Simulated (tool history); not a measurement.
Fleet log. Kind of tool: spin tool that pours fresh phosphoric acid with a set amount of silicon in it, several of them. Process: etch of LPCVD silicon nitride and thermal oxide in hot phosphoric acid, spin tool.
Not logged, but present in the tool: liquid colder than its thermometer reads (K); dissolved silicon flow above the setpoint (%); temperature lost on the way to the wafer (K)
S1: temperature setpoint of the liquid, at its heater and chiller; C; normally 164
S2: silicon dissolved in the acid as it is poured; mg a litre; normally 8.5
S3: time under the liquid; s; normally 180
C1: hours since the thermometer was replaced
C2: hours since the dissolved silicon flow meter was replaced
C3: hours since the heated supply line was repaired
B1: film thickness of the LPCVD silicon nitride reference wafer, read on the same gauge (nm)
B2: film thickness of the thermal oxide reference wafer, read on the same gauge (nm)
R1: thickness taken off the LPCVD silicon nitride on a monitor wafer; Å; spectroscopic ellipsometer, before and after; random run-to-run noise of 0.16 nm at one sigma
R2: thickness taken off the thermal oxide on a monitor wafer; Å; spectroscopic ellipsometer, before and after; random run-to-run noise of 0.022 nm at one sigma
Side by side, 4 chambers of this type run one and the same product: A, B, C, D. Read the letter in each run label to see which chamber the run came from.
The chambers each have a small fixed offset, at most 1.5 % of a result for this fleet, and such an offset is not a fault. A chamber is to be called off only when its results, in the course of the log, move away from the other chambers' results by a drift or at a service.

run	hour	S1	S2	S3	C1	C2	C3	B1	B2	R1	R2
1C	4.9	164	8.5	180	465.1	346.3	383.9	149.97	69.987	169.7	6.1704
2A	9.4	164	8.5	180	31.5	1524.9	660.3	149.97	69.999	168.81	6.155
3D	18	164	8.5	180	213.4	128.7	1037.8	150	69.996	172.42	5.8559
4B	24.1	164	8.5	180	215.6	342.9	67.7	149.98	69.995	166.94	6.2505
5D	28.9	164	8.5	180	224.3	139.6	1048.7	150.02	69.982	169.69	6.1109
6A	34.1	164	8.5	180	56.2	1549.6	685	149.96	70.006	167.58	5.8674
7C	40.8	164	8.5	180	501	382.2	419.8	150.01	69.978	171.24	6.076
8B	47.8	164	8.5	180	239.3	366.6	91.4	149.97	70.009	171.61	6.6284
9A	57.2	164	8.5	180	79.3	1572.7	708.1	150	70	169.2	6.0919
10C	62.8	164	8.5	180	523	404.2	441.8	149.95	70.022	168.71	6.26
11B	70.5	164	8.5	180	262	389.3	114.1	150	70.014	167.42	5.8268
12D	76.2	164	8.5	180	271.6	186.9	1096	150.01	70.026	166.34	6.0016
13D	84.4	164	8.5	180	279.8	195.1	1104.2	150.02	69.997	170.74	5.5115
14A	92	164	8.5	180	114.1	1607.5	742.9	150.02	69.978	168.46	5.9061
15B	101.7	164	8.5	245	293.2	420.5	145.3	149.97	69.994	231.11	8.1985
16C	108	164	8.5	245	568.2	449.4	487	150.04	69.998	228.12	7.8027
17A	114.8	164	8.5	245	136.9	1630.3	765.7	150	69.998	226.33	8.0509
18D	123.6	164	8.5	245	319	234.3	1143.4	149.98	70.023	231.04	8.0829
19C	131.8	162	14	180	592	473.2	510.8	150.01	70.014	156.73	4.6434
20B	140.7	162	14	180	332.2	459.5	184.3	150.01	69.977	158.95	4.5336
21D	147.9	162	14	180	343.3	258.6	1167.7	150	70.002	161.16	4.5305
22A	155.2	162	14	180	177.3	1670.7	806.1	150.02	70.01	159.2	4.5214
23C	160.3	164	8.5	180	620.5	501.7	539.3	150.03	70.028	168.39	6.2406
24B	166.1	165.5	4	180	357.6	484.9	209.7	150.04	69.996	178.46	7.4035
25B	175.9	165.5	4	180	367.4	494.7	219.5	150.01	70.009	181.68	7.0584
26C	184	165.5	4	180	644.2	525.4	563	149.99	69.992	175.35	7.123
27D	193.7	165.5	4	180	389.1	304.4	1213.5	149.98	69.98	178.46	7.5112
28A	198.5	164	8.5	180	220.6	1714	849.4	149.96	70.007	169.16	5.8041
29D	205.8	164	8.5	180	401.2	316.5	1225.6	150	70.01	170.9	5.8447
30C	211.3	164	8.5	180	671.5	552.7	590.3	150	70	168.43	5.9322
31A	216.9	164	8.5	180	239	1732.4	867.8	150.01	70.002	169.72	6.1483
# hour 219.1: chamber C: dissolved silicon flow meter replaced
32B	223.1	165.5	8.5	130	414.6	541.9	266.7	150.04	69.997	128.14	4.8274
33D	233.5	165.5	8.5	130	428.9	344.2	1253.3	149.99	69.976	128.98	4.573
# hour 239.9: chamber A: dissolved silicon flow meter replaced
34B	243.6	165.5	8.5	130	435.1	562.4	287.2	149.97	70.03	128.66	4.6789
35A	249.3	165.5	8.5	130	271.4	9.5	900.2	150.06	69.989	127.2	5.1247
36C	259.7	164	8.5	180	719.9	40.6	638.7	150.02	70.014	169.83	6.2085
37C	266.5	164	8.5	180	726.7	47.4	645.5	150.01	69.99	167.77	6.1367
38B	271.7	164	8.5	180	463.2	590.5	315.3	150.02	69.988	169.59	6.2667
39D	277.9	164	8.5	180	473.3	388.6	1297.7	149.97	70.006	166.67	5.4726
40A	285.1	164	8.5	180	307.2	45.3	936	149.99	69.983	169.85	6.1441

What goes on in this fleet: one chamber off, a drifting gauge, or nothing beyond the chambers' own small offsets? Name the chamber and the cause, if any.

Beyond each chamber's small constant offset nothing stands out, and the gauge stays steady.
